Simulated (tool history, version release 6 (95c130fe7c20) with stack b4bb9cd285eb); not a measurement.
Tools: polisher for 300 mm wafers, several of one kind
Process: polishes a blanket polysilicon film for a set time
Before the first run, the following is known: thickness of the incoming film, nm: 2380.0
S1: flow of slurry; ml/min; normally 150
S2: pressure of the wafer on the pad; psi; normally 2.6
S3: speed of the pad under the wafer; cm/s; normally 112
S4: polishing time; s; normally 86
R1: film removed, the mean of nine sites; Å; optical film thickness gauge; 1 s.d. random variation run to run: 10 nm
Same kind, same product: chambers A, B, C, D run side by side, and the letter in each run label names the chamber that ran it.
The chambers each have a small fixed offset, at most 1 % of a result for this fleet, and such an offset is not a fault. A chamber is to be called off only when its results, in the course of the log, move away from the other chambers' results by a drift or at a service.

run 1D hour=3.2 | S1=150 S2=2.6 S3=112 S4=86 | R1=8950.4
run 2C hour=8.2 | S1=150 S2=2.6 S3=112 S4=86 | R1=8887.1
run 3B hour=12.2 | S1=150 S2=2.6 S3=112 S4=86 | R1=9039.3
run 4A hour=15.7 | S1=150 S2=2.6 S3=112 S4=86 | R1=9041.6
run 5A hour=21.2 | S1=150 S2=2.6 S3=112 S4=86 | R1=8975.5
run 6B hour=27.5 | S1=150 S2=2.6 S3=112 S4=86 | R1=8979.7
run 7C hour=32.4 | S1=150 S2=2.6 S3=112 S4=86 | R1=8808.3
-- hour=34.3 chamber D: worn pad replaced by a new one
-- hour=34.8 chamber C: worn pad replaced by a new one
run 8D hour=38.5 | S1=150 S2=2.6 S3=112 S4=86 | R1=9039.7
run 9A hour=44.9 | S1=150 S2=2.6 S3=112 S4=86 | R1=8948.3
-- hour=46.6 chamber A: worn pad replaced by a new one
-- hour=47.2 chamber B: slurry nozzle cleaned
-- hour=51.6 chamber B: worn pad replaced by a new one
run 10D hour=51.6 | S1=150 S2=2.6 S3=142 S4=72 | R1=9526.3
run 11C hour=58.1 | S1=150 S2=2.6 S3=142 S4=72 | R1=9164.1
run 12B hour=63.5 | S1=150 S2=2.6 S3=142 S4=72 | R1=9479.9
run 13C hour=66.9 | S1=150 S2=2.6 S3=142 S4=72 | R1=9257.8
run 14B hour=72.9 | S1=150 S2=2.6 S3=112 S4=71 | R1=7437
run 15A hour=76.4 | S1=150 S2=2.6 S3=112 S4=71 | R1=7337.3
run 16D hour=80.3 | S1=150 S2=2.6 S3=112 S4=71 | R1=7301.9
run 17D hour=85.5 | S1=150 S2=2.6 S3=112 S4=71 | R1=7336.9
-- hour=87.5 chamber D: worn pad replaced by a new one
run 18B hour=91.1 | S1=150 S2=2.6 S3=112 S4=86 | R1=8921.7
run 19A hour=97.1 | S1=150 S2=2.6 S3=112 S4=86 | R1=8974.9
run 20C hour=100.6 | S1=180 S2=2.6 S3=140 S4=86 | R1=10988
run 21D hour=103.8 | S1=180 S2=2.6 S3=140 S4=86 | R1=11530
run 22C hour=108.5 | S1=180 S2=2.6 S3=140 S4=86 | R1=11046
-- hour=109 chamber B: worn pad replaced by a new one
run 23B hour=115.1 | S1=180 S2=2.6 S3=140 S4=86 | R1=11807
run 24A hour=118.1 | S1=150 S2=2.6 S3=112 S4=86 | R1=8849.5
run 25A hour=121.8 | S1=150 S2=2.6 S3=112 S4=86 | R1=8821.1
run 26C hour=124.7 | S1=150 S2=2.6 S3=112 S4=86 | R1=8344.3
-- hour=129.6 chamber D: worn pad replaced by a new one
-- hour=130.2 chamber C: worn pad replaced by a new one
run 27B hour=130.3 | S1=150 S2=2.6 S3=112 S4=86 | R1=8972.7
run 28D hour=134.9 | S1=150 S2=2.6 S3=112 S4=86 | R1=9030.7
run 29D hour=139.6 | S1=150 S2=1.9 S3=136 S4=86 | R1=7944.1
run 30C hour=145 | S1=150 S2=1.9 S3=136 S4=86 | R1=7459.4
run 31A hour=150.9 | S1=150 S2=1.9 S3=136 S4=86 | R1=7954.2
run 32B hour=156 | S1=150 S2=1.9 S3=136 S4=86 | R1=7974.6
run 33D hour=162.4 | S1=150 S2=2.6 S3=112 S4=86 | R1=8934.3
run 34B hour=165.8 | S1=150 S2=2.6 S3=112 S4=86 | R1=8911.1
run 35C hour=168.9 | S1=150 S2=2.6 S3=112 S4=86 | R1=8071

What goes on in this fleet: one chamber off, a drifting gauge, or nothing beyond the chambers' own small offsets? Name the chamber and the cause, if any.

It is chamber C that slowly wanders off from its peers.
Cause: slurry flow missing at the pad, % = 36.8.
With only this log, it may be confused with: head's pressure below its setpoint, %.

Which of the 4 candidates below, each the usual settings with something changed and its results left as question marks, puts chamber C back in line with what the other chambers give on the usual settings?
In line here means within this much of the mean the other chambers give on the usual settings: R1 350 Å
run 36C-1 hour=173.8 | S1=170 S2=2.6 S3=112 S4=86 | R1=?
run 36C-2 hour=173.8 | S1=150 S2=2.6 S3=110 S4=85 | R1=?
run 36C-3 hour=173.8 | S1=150 S2=2.7 S3=116 S4=89 | R1=?
run 36C-4 hour=173.8 | S1=150 S2=2.5 S3=108 S4=83 | R1=?

Usual-settings mean across the other chambers: R1 8902.9 Å
run=36C-1 R1=8223.7
run=36C-2 R1=7735.1
run=36C-3 R1=8871.4
run=36C-4 R1=7132.8
36C-3 puts the chamber back in line with the other chambers.

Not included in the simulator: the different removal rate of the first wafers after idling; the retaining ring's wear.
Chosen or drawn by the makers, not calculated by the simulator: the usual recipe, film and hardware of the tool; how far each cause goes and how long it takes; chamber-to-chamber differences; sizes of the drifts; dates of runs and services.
